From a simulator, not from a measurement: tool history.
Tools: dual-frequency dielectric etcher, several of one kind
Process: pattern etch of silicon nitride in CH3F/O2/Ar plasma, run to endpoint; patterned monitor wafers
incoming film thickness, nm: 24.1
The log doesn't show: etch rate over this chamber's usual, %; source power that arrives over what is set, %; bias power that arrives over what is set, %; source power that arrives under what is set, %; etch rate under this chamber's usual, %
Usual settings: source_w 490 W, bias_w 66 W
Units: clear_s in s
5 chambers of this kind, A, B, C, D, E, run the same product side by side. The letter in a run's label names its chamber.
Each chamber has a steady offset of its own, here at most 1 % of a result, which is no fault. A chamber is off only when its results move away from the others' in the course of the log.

| run | hour | source_w | bias_w | hours since the last wet clean | hours since the last source power generator calibration | hours since the last bias power generator calibration | clear_s |
|---|---|---|---|---|---|---|---|
| 1C | 7.2 | 490 | 66 | 143.2 | 2162.1 | 502 | 33.315 |
| 2D | 13.9 | 490 | 66 | 573 | 2319.6 | 517.5 | 33.195 |
| 3E | 23.2 | 490 | 66 | 228.7 | 1486.2 | 85.9 | 33.285 |
| 4A | 30 | 490 | 66 | 591.3 | 1060.3 | 1920.9 | 33.231 |
| 5B | 42.3 | 490 | 66 | 178.7 | 1228.6 | 2284.7 | 33.461 |
|  | 46.5 | chamber A: wet clean of the chamber |
| 6C | 52 | 490 | 66 | 188 | 2206.9 | 546.8 | 33.144 |
| 7D | 62 | 430 | 78 | 621.1 | 2367.7 | 565.6 | 32.785 |
| 8E | 73.7 | 430 | 78 | 279.2 | 1536.7 | 136.4 | 33.43 |
|  | 74.3 | chamber D: wet clean of the chamber |
| 9B | 84.4 | 430 | 78 | 220.8 | 1270.7 | 2326.8 | 33.274 |
| 10A | 90.2 | 430 | 78 | 43.8 | 1120.5 | 1981.1 | 32.915 |
| 11C | 99.9 | 430 | 78 | 235.9 | 2254.8 | 594.7 | 32.536 |
| 12D | 108.4 | 490 | 66 | 34.1 | 2414.1 | 612 | 33.414 |
| 13A | 119.9 | 490 | 66 | 73.5 | 1150.2 | 2010.8 | 33.502 |
| 14E | 130.8 | 490 | 66 | 336.3 | 1593.8 | 193.5 | 33.495 |
| 15B | 138 | 490 | 66 | 274.4 | 1324.3 | 2380.4 | 33.258 |
| 16D | 146.1 | 490 | 66 | 71.8 | 2451.8 | 649.7 | 33.217 |
| 17E | 154.2 | 490 | 66 | 359.7 | 1617.2 | 216.9 | 33.48 |
| 18A | 164.9 | 490 | 66 | 118.5 | 1195.2 | 2055.8 | 33.293 |
| 19C | 171.5 | 490 | 66 | 307.5 | 2326.4 | 666.3 | 33.344 |
| 20B | 182.8 | 490 | 66 | 319.2 | 1369.1 | 2425.2 | 33.428 |
| 21B | 189.8 | 490 | 66 | 326.2 | 1376.1 | 2432.2 | 33.23 |
|  | 198.4 | chamber E: wet clean of the chamber |
| 22D | 198.6 | 490 | 66 | 124.3 | 2504.3 | 702.2 | 32.603 |
| 23E | 211.2 | 490 | 66 | 12.8 | 1674.2 | 273.9 | 33.158 |
| 24C | 223.5 | 490 | 66 | 359.5 | 2378.4 | 718.3 | 33.253 |
| 25A | 234.1 | 490 | 66 | 187.7 | 1264.4 | 2125 | 32.939 |
| 26A | 240.1 | 490 | 66 | 193.7 | 1270.4 | 2131 | 33.383 |
| 27D | 249.3 | 490 | 66 | 175 | 2555 | 752.9 | 32.914 |
| 28C | 261.1 | 490 | 66 | 397.1 | 2416 | 755.9 | 33.793 |
| 29B | 273 | 490 | 66 | 409.4 | 1459.3 | 2515.4 | 33.617 |
|  | 277.9 | chamber C: wet clean of the chamber |
| 30E | 281.5 | 490 | 66 | 83.1 | 1744.5 | 344.2 | 33.36 |
| 31C | 290.5 | 490 | 66 | 12.7 | 2445.4 | 785.3 | 33.38 |
| 32D | 299.5 | 490 | 66 | 225.2 | 2605.2 | 803.1 | 33.088 |
| 33E | 305.4 | 490 | 66 | 107 | 1768.4 | 368.1 | 33.536 |
| 34A | 316.4 | 540 | 72 | 270 | 1346.7 | 2207.3 | 30.885 |
| 35B | 327.2 | 540 | 72 | 463.6 | 1513.5 | 2569.6 | 31.192 |
| 36D | 335 | 540 | 72 | 260.7 | 2640.7 | 838.6 | 31.157 |
| 37A | 341.8 | 540 | 72 | 295.4 | 1372.1 | 2232.7 | 31.198 |
| 38B | 353.9 | 540 | 72 | 490.3 | 1540.2 | 2596.3 | 31.436 |
| 39E | 359.9 | 490 | 66 | 161.5 | 1822.9 | 422.6 | 33.658 |
| 40C | 372.6 | 490 | 66 | 94.8 | 2527.5 | 867.4 | 33.384 |
| 41E | 380.5 | 570 | 59 | 182.1 | 1843.5 | 443.2 | 33.155 |
| 42B | 387.8 | 570 | 59 | 524.2 | 1574.1 | 2630.2 | 32.754 |
| 43C | 394 | 570 | 59 | 116.2 | 2548.9 | 888.8 | 32.398 |
| 44A | 404.2 | 570 | 59 | 357.8 | 1434.5 | 2295.1 | 32.696 |

Is one chamber off against the others, does the gauge drift, or is nothing wrong? If a chamber is off, say which, and what the likeliest cause is.

No chamber stands off beyond its own small offset, and the gauge holds steady.
